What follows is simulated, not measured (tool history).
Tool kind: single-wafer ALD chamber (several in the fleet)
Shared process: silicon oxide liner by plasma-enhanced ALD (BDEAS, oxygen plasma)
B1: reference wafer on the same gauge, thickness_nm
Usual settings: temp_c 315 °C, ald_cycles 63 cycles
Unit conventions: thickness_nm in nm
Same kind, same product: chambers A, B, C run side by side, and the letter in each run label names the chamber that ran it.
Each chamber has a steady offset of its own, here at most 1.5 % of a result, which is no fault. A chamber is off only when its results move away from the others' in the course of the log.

run 1C hour=6.6 | temp_c=315 ald_cycles=63 | B1=4.7089 | thickness_nm=5.7958
run 2B hour=19.2 | temp_c=315 ald_cycles=63 | B1=4.7075 | thickness_nm=5.7567
run 3A hour=31.0 | temp_c=315 ald_cycles=63 | B1=4.7049 | thickness_nm=5.7650
run 4A hour=38.5 | temp_c=315 ald_cycles=63 | B1=4.7038 | thickness_nm=5.7615
run 5B hour=49.3 | temp_c=315 ald_cycles=63 | B1=4.7044 | thickness_nm=5.7385
run 6C hour=55.3 | temp_c=315 ald_cycles=63 | B1=4.7019 | thickness_nm=5.7825
run 7B hour=61.9 | temp_c=310 ald_cycles=71 | B1=4.7013 | thickness_nm=6.5034
run 8C hour=75.2 | temp_c=310 ald_cycles=71 | B1=4.7001 | thickness_nm=6.5729
run 9A hour=83.6 | temp_c=310 ald_cycles=71 | B1=4.7000 | thickness_nm=6.5288
run 10A hour=91.6 | temp_c=315 ald_cycles=63 | B1=4.6986 | thickness_nm=5.7559
run 11C hour=99.0 | temp_c=326 ald_cycles=63 | B1=4.6957 | thickness_nm=5.6973
run 12B hour=109.7 | temp_c=326 ald_cycles=63 | B1=4.6948 | thickness_nm=5.6475
run 13B hour=116.7 | temp_c=326 ald_cycles=63 | B1=4.6963 | thickness_nm=5.6303
run 14A hour=126.1 | temp_c=327 ald_cycles=71 | B1=4.6949 | thickness_nm=6.3533
run 15C hour=134.9 | temp_c=327 ald_cycles=71 | B1=4.6940 | thickness_nm=6.4052
run 16C hour=145.6 | temp_c=327 ald_cycles=71 | B1=4.6901 | thickness_nm=6.3928
run 17A hour=156.6 | temp_c=315 ald_cycles=63 | B1=4.6913 | thickness_nm=5.7352
run 18B hour=170.1 | temp_c=315 ald_cycles=63 | B1=4.6890 | thickness_nm=5.7318
run 19B hour=178.5 | temp_c=315 ald_cycles=63 | B1=4.6872 | thickness_nm=5.7432
run 20A hour=186.8 | temp_c=315 ald_cycles=63 | B1=4.6856 | thickness_nm=5.7351
run 21C hour=195.2 | temp_c=315 ald_cycles=63 | B1=4.6849 | thickness_nm=5.7817
run 22B hour=204.4 | temp_c=315 ald_cycles=63 | B1=4.6812 | thickness_nm=5.7101
run 23A hour=211.6 | temp_c=315 ald_cycles=63 | B1=4.6844 | thickness_nm=5.7388
run 24C hour=222.4 | temp_c=315 ald_cycles=63 | B1=4.6794 | thickness_nm=5.7595
run 25B hour=231.9 | temp_c=315 ald_cycles=63 | B1=4.6805 | thickness_nm=5.7075

Each of the 3 chambers runs these same settings next. Fill in every chamber's results:
run 26A hour=241.7 | temp_c=315 ald_cycles=63 | thickness_nm=?
run 26B hour=241.7 | temp_c=315 ald_cycles=63 | thickness_nm=?
run 26C hour=241.7 | temp_c=315 ald_cycles=63 | thickness_nm=?

run=26A thickness_nm=5.7459
run=26B thickness_nm=5.7126
run=26C thickness_nm=5.7571
